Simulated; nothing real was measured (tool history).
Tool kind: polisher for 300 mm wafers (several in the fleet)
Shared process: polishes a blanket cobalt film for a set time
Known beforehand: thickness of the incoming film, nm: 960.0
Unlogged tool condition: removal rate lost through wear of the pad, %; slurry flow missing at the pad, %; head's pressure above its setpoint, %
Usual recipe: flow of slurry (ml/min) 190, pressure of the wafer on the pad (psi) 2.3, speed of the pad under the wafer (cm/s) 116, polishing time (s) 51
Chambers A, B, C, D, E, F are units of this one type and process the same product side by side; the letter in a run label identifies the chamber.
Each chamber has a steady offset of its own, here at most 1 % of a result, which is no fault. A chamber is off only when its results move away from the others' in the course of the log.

run	hour	flow of slurry (ml/min)	pressure of the wafer on the pad (psi)	speed of the pad under the wafer (cm/s)	polishing time (s)	wafers polished on this pad	hours since the slurry nozzle was cleaned	hours since the head pressure was calibrated	film removed (nm)
1A	2.9	190	2.3	116	51	949	105.1	553.4	294.35
2B	6.8	190	2.3	116	51	956	354.6	169.8	288.45
# hour 9.7: chamber D: slurry nozzle cleaned
3D	11.3	190	2.3	116	51	394	1.6	592.4	288.55
# hour 12.9: chamber C: worn pad replaced by a new one
4E	13.4	190	2.3	116	51	732	287.1	718.4	283.69
5C	15.6	155	2.3	148	51	43	313.3	511.8	352.24
6F	20.3	155	2.3	148	51	894	145.4	616.9	361.22
7D	24.1	155	2.3	148	51	597	14.4	605.2	359.81
# hour 24.9: chamber B: worn pad replaced by a new one
# hour 25.5: chamber A: worn pad replaced by a new one
8A	28.4	155	2.3	148	51	45	130.6	578.9	353.79
9C	30.9	155	2.3	148	51	285	328.6	527.1	350.34
# hour 31.3: chamber E: worn pad replaced by a new one
10B	34.4	155	2.3	148	51	150	382.2	197.4	359.43
11F	37.6	190	2.3	116	51	1168	162.7	634.2	287.67
12E	41.2	190	2.7	134	51	157	314.9	746.2	390.87
# hour 43.9: chamber D: worn pad replaced by a new one
13C	45.1	190	2.7	134	51	510	342.8	541.3	387.37
14D	47.5	190	2.7	134	51	57	37.8	628.6	383.25
15E	49.9	190	2.7	134	51	295	323.6	754.9	386.23
# hour 53.8: chamber C: worn pad replaced by a new one
16A	54.8	190	2.7	134	51	463	157.0	605.3	391.58
17B	58.6	190	2.7	134	51	533	406.4	221.6	395.38
18F	61.2	190	2.3	116	51	1542	186.3	657.8	281.90
# hour 61.7: chamber B: slurry nozzle cleaned
19B	65.7	190	2.3	116	51	646	4.0	228.7	284.47
20F	68.0	190	2.3	116	51	1650	193.1	664.6	280.90
21D	71.2	190	2.3	116	51	432	61.5	652.3	283.25
22C	73.9	215	2.3	116	57	318	371.6	570.1	325.90
23E	77.9	215	2.3	116	57	739	351.6	782.9	323.42
# hour 80.8: chamber F: head pressure recalibrated
24A	82.2	215	2.3	116	57	897	184.4	632.7	332.63
25F	87.0	215	2.3	116	57	1950	212.1	6.2	309.18
26C	89.4	215	2.3	116	57	563	387.1	585.6	321.96
27D	94.0	215	2.3	116	57	793	84.3	675.1	327.59
# hour 94.9: chamber E: worn pad replaced by a new one
# hour 95.9: chamber C: worn pad replaced by a new one
28B	97.0	190	2.3	116	51	1141	35.3	260.0	289.01
29E	99.8	190	2.3	116	51	78	373.5	804.8	287.85
30A	103.1	190	2.3	116	51	1228	205.3	653.6	288.11
31B	106.9	190	2.3	116	51	1298	45.2	269.9	291.79
# hour 107.3: chamber A: worn pad replaced by a new one
# hour 107.6: chamber E: slurry nozzle cleaned
32E	109.8	190	2.3	116	51	236	2.2	814.8	291.00
# hour 110.6: chamber D: worn pad replaced by a new one
33F	113.5	190	2.3	84	51	2370	238.6	32.7	192.79
34A	118.1	190	2.3	84	51	172	220.3	668.6	203.79
# hour 121.1: chamber B: worn pad replaced by a new one
35D	122.4	190	2.3	84	51	187	112.7	703.5	202.40
36C	126.8	190	2.3	84	51	490	424.5	623.0	203.91
37E	130.3	190	2.3	84	51	561	22.7	835.3	204.03
# hour 131.4: chamber A: slurry nozzle cleaned
38F	132.7	190	2.3	84	51	2674	257.8	51.9	186.44
# hour 134.2: chamber C: worn pad replaced by a new one
39B	136.1	190	2.3	116	51	238	74.4	299.1	288.11
40D	139.2	190	2.3	116	51	453	129.5	720.3	284.94
41A	142.6	190	2.3	116	51	560	11.2	693.1	282.34
42C	145.0	190	2.3	116	51	171	442.7	641.2	287.58
43E	147.3	190	2.3	116	51	830	39.7	852.3	278.26
44D	150.7	155	2.3	98	51	636	141.0	731.8	237.30

For the next run the whole fleet of 6 chambers uses the same settings. Give each chamber's results:
45A	154.3	190	2.3	138	51				?
45B	154.3	190	2.3	138	51				?
45C	154.3	190	2.3	138	51				?
45D	154.3	190	2.3	138	51				?
45E	154.3	190	2.3	138	51				?
45F	154.3	190	2.3	138	51				?

run	film removed (nm)
45A	342.97
45B	350.05
45C	344.87
45D	338.23
45E	334.45
45F	305.65

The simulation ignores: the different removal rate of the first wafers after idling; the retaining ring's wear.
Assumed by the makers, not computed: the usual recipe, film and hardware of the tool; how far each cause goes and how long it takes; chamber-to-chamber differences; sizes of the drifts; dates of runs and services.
